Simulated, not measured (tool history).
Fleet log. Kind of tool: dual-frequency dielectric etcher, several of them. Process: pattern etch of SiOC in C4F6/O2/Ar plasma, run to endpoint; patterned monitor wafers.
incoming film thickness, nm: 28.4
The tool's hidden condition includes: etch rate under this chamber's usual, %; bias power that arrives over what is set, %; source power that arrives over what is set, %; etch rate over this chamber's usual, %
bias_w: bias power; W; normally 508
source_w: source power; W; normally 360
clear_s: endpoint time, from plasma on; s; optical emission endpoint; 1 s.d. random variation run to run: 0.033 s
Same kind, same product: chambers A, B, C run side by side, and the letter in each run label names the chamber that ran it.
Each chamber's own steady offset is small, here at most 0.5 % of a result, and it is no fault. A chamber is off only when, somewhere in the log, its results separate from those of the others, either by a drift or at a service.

run,hour,bias_w,source_w,hours since the last wet clean,hours since the last bias power generator calibration,hours since the last source power generator calibration,clear_s
1A,5.4,508,360,573.4,719.7,414.8,9.8686
2B,13.7,508,360,25.4,149,615.1,9.8631
3C,18.5,508,360,316.2,2729.4,1685.8,9.8444
4A,25.2,508,360,593.2,739.5,434.6,9.8414
5C,31.3,508,360,329,2742.2,1698.6,9.8735
6B,36.6,508,360,48.3,171.9,638,9.8781
7C,45.9,508,360,343.6,2756.8,1713.2,9.8794
8A,50.6,612,360,618.6,764.9,460,9.2523
# hour 57.3: chamber A: wet clean of the chamber
9B,59.8,612,360,71.5,195.1,661.2,9.1548
10B,65.7,612,360,77.4,201,667.1,9.189
11A,71.6,508,360,14.4,785.9,481,10.177
12C,75.9,508,360,373.6,2786.8,1743.2,9.8977
13A,85,508,360,27.8,799.3,494.4,10.16
14B,91,508,360,102.7,226.3,692.4,9.8848
15C,96.8,508,280,394.5,2807.7,1764.1,10.813
16A,105.8,508,280,48.6,820.1,515.2,11.239
17B,111.9,508,280,123.6,247.2,713.3,10.853
18C,120.5,508,360,418.2,2831.4,1787.8,9.9015
19B,128.2,508,360,139.9,263.5,729.6,9.8052
20C,132.8,508,360,430.5,2843.7,1800.1,9.842
21A,138.8,508,360,81.6,853.1,548.2,10.207

Does one chamber stand apart from the rest, does the shared gauge drift, or is all well apart from small per-chamber offsets? Give the chamber and the most likely cause, where there is one.

A service left chamber A off against the others.
Cause: etch rate under this chamber's usual, % = 2.77.

Chamber A could run next with any of the 4 candidate recipes listed below; each alters the usual settings, and their results appear as question marks. Which one brings its results back in line with what the other chambers deliver on the usual settings?
In line means no further than this from the other chambers' mean on the usual settings: clear_s 0.12 s
22A-1,145.7,528,370,,,,?
22A-2,145.7,503,360,,,,?
22A-3,145.7,513,360,,,,?
22A-4,145.7,488,350,,,,?

Mean of the other chambers on the usual settings: clear_s 9.8835 s
run,clear_s
22A-1,9.93
22A-2,10.215
22A-3,10.14
22A-4,10.439
22A-1 is the one that brings the chamber's results back in line with the other chambers.
